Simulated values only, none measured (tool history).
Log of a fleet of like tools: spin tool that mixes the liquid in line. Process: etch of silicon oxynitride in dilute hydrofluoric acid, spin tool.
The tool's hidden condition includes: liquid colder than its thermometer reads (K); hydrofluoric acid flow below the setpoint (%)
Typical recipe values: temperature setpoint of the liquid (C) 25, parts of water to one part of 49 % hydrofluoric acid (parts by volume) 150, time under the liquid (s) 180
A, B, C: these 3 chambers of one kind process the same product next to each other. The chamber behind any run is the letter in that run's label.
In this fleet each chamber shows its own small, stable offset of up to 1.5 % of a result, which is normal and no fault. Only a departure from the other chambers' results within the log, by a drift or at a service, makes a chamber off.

run	hour	temperature setpoint of the liquid (C)	parts of water to one part of 49 % hydrofluoric acid (parts by volume)	time under the liquid (s)	hours since the thermometer was replaced	hours since the hydrofluoric acid flow meter was replaced	read-back film thickness of the silicon oxynitride reference wafer, read on the same gauge (nm)	thickness taken off the silicon oxynitride on a monitor wafer (angstrom)
1C	7.2	25	150	180	204.1	1502.9	79.983	53.841
2A	20.2	25	150	180	1212.2	584.1	79.998	52.88
3B	34.6	25	150	180	762.3	464.4	80.043	54.157
4C	50	25	150	180	246.9	1545.7	79.993	53.508
5B	64.5	25	150	180	792.2	494.3	80.005	54.529
6A	77.6	21.5	150	255	1269.6	641.5	80.025	64.384
7B	92.3	21.5	150	255	820	522.1	79.995	66.567
# hour 97.5: chamber A: thermometer replaced
8C	106.6	21.5	150	255	303.5	1602.3	79.958	64.885
9A	115.1	25	150	180	17.6	679	80.005	54.367
10C	123.2	25	150	180	320.1	1618.9	80.018	52.478
11A	138.4	20.5	125	180	40.9	702.3	80.009	53.507
12B	149.2	20.5	125	180	876.9	579	80.01	53.548
13B	161.1	20.5	125	180	888.8	590.9	79.993	53.76
# hour 170.1: chamber C: hydrofluoric acid flow meter replaced
14C	174.1	25	150	180	371	4	79.992	51.45
15A	184.8	25	150	180	87.3	748.7	79.995	54.314
16A	197.4	25	150	180	99.9	761.3	80.007	53.351
17C	208	25	150	180	404.9	37.9	80.002	50.589
18B	221.6	25	150	180	949.3	651.4	80.026	54.373
19B	229.4	25	150	180	957.1	659.2	80.007	54.063
20A	237.8	25	85	115	140.3	801.7	80.011	63.814
21C	250.4	25	85	115	447.3	80.3	80.021	57.975
22C	260.8	25	85	115	457.7	90.7	79.988	57.931

All chambers now run identical settings, listed one chamber a line with results as question marks. What results will each chamber show?
23A	272.3	25	150	180				?
23B	272.3	25	150	180				?
23C	272.3	25	150	180				?

run	thickness taken off the silicon oxynitride on a monitor wafer (angstrom)
23A	53.584
23B	53.905
23C	48.904
